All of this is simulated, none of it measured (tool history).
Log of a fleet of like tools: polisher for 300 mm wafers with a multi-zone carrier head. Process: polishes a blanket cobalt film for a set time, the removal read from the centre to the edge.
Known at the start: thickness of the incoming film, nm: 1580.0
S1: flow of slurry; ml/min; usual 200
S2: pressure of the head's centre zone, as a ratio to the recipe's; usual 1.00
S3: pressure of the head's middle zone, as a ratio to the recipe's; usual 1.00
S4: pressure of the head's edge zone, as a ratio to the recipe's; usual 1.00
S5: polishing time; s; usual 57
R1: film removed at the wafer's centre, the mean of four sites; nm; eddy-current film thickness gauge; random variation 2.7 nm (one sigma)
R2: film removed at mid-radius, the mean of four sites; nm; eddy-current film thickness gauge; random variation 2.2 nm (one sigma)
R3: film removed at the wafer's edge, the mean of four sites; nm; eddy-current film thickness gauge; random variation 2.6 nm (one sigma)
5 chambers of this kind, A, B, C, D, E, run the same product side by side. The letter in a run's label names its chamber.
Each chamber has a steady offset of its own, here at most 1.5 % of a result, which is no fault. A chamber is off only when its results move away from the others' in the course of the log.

run	hour	S1	S2	S3	S4	S5	R1	R2	R3
1E	3.9	200	1.00	1.00	1.00	57	271.75	273.82	264.36
2C	6.3	200	1.00	1.00	1.00	57	264.99	268.55	270.75
3D	10.2	200	1.00	1.00	1.00	57	274.76	273.87	268.02
# hour 11.3: chamber A: edge zone pressure recalibrated
4B	13.8	200	1.00	1.00	1.00	57	271.39	274.82	267.27
5A	17.7	200	1.00	1.00	1.00	57	270.87	267.58	276.57
# hour 19.9: chamber E: worn pad replaced by a new one
6A	21.6	200	1.00	1.00	1.00	57	267.42	271.59	272.56
# hour 22.1: chamber D: centre zone pressure recalibrated
7E	24.5	200	1.00	1.00	1.00	57	273.16	273.19	270.11
8C	27.6	200	1.00	1.00	1.00	57	268.88	272.48	267.89
9B	29.8	200	1.00	1.00	1.00	57	275.20	269.27	273.75
10D	34.0	200	1.00	1.00	1.00	57	272.80	269.76	268.53
11B	36.0	200	1.00	1.00	1.00	57	273.50	269.00	266.98
12D	38.3	170	1.06	1.00	1.00	57	279.60	260.55	263.58
13A	41.1	170	1.06	1.00	1.00	57	278.47	262.89	266.82
14E	44.0	170	1.06	1.00	1.00	57	281.38	267.27	265.99
# hour 46.3: chamber B: worn pad replaced by a new one
15C	47.2	170	1.06	1.00	1.00	57	274.32	261.81	265.78
16A	51.2	170	1.06	1.00	1.00	57	272.85	264.41	272.02
# hour 52.1: chamber C: centre zone pressure recalibrated
17B	54.7	200	1.00	1.08	0.89	57	275.05	294.36	253.00
# hour 58.0: chamber E: centre zone pressure recalibrated
18E	58.2	200	1.00	1.08	0.89	57	269.00	293.64	252.56
19D	62.4	200	1.00	1.08	0.89	57	272.12	292.51	252.14
20C	64.9	200	1.00	1.08	0.89	57	289.22	287.50	252.94
# hour 67.1: chamber E: slurry nozzle cleaned
# hour 68.1: chamber D: worn pad replaced by a new one
21A	68.2	200	1.00	1.08	0.89	57	267.35	291.41	256.09
# hour 69.6: chamber C: worn pad replaced by a new one
22E	70.4	200	1.00	1.00	1.00	57	274.14	274.71	271.71
23C	72.5	200	1.00	1.00	1.00	57	293.63	270.24	276.23
24D	75.3	200	1.00	1.00	1.00	57	271.62	269.11	267.40
# hour 77.4: chamber A: worn pad replaced by a new one
25B	78.4	200	1.00	1.00	1.00	57	268.35	266.28	269.20
26A	80.3	200	1.00	1.00	0.91	65	300.94	309.15	291.98
27B	83.3	200	1.00	1.00	0.91	65	310.27	310.72	294.32
28D	86.4	200	1.00	1.00	0.91	65	309.14	307.33	290.54
# hour 90.4: chamber E: worn pad replaced by a new one
29E	90.7	200	1.00	1.00	0.91	65	311.26	315.29	294.36
# hour 91.5: chamber B: centre zone pressure recalibrated
30C	94.7	200	1.00	1.00	0.91	65	330.35	308.45	292.48
31D	97.2	200	1.00	1.00	1.00	57	271.65	271.84	270.68
32A	99.4	200	1.00	1.00	1.00	57	272.78	268.87	275.27
33C	101.4	200	0.93	1.00	1.00	57	267.75	262.69	265.51
34E	105.3	200	0.93	1.00	1.00	57	250.61	272.82	265.28
35B	109.3	200	0.93	1.00	1.00	57	248.58	270.78	266.55

Next, every chamber runs the same settings. What will each give?
36A	112.4	200	1.10	1.00	1.00	57	?	?	?
36B	112.4	200	1.10	1.00	1.00	57	?	?	?
36C	112.4	200	1.10	1.00	1.00	57	?	?	?
36D	112.4	200	1.10	1.00	1.00	57	?	?	?
36E	112.4	200	1.10	1.00	1.00	57	?	?	?

run	R1	R2	R3
36A	299.27	268.52	270.79
36B	302.40	274.73	272.80
36C	324.31	264.22	267.83
36D	306.48	265.42	271.58
36E	302.30	273.40	272.98

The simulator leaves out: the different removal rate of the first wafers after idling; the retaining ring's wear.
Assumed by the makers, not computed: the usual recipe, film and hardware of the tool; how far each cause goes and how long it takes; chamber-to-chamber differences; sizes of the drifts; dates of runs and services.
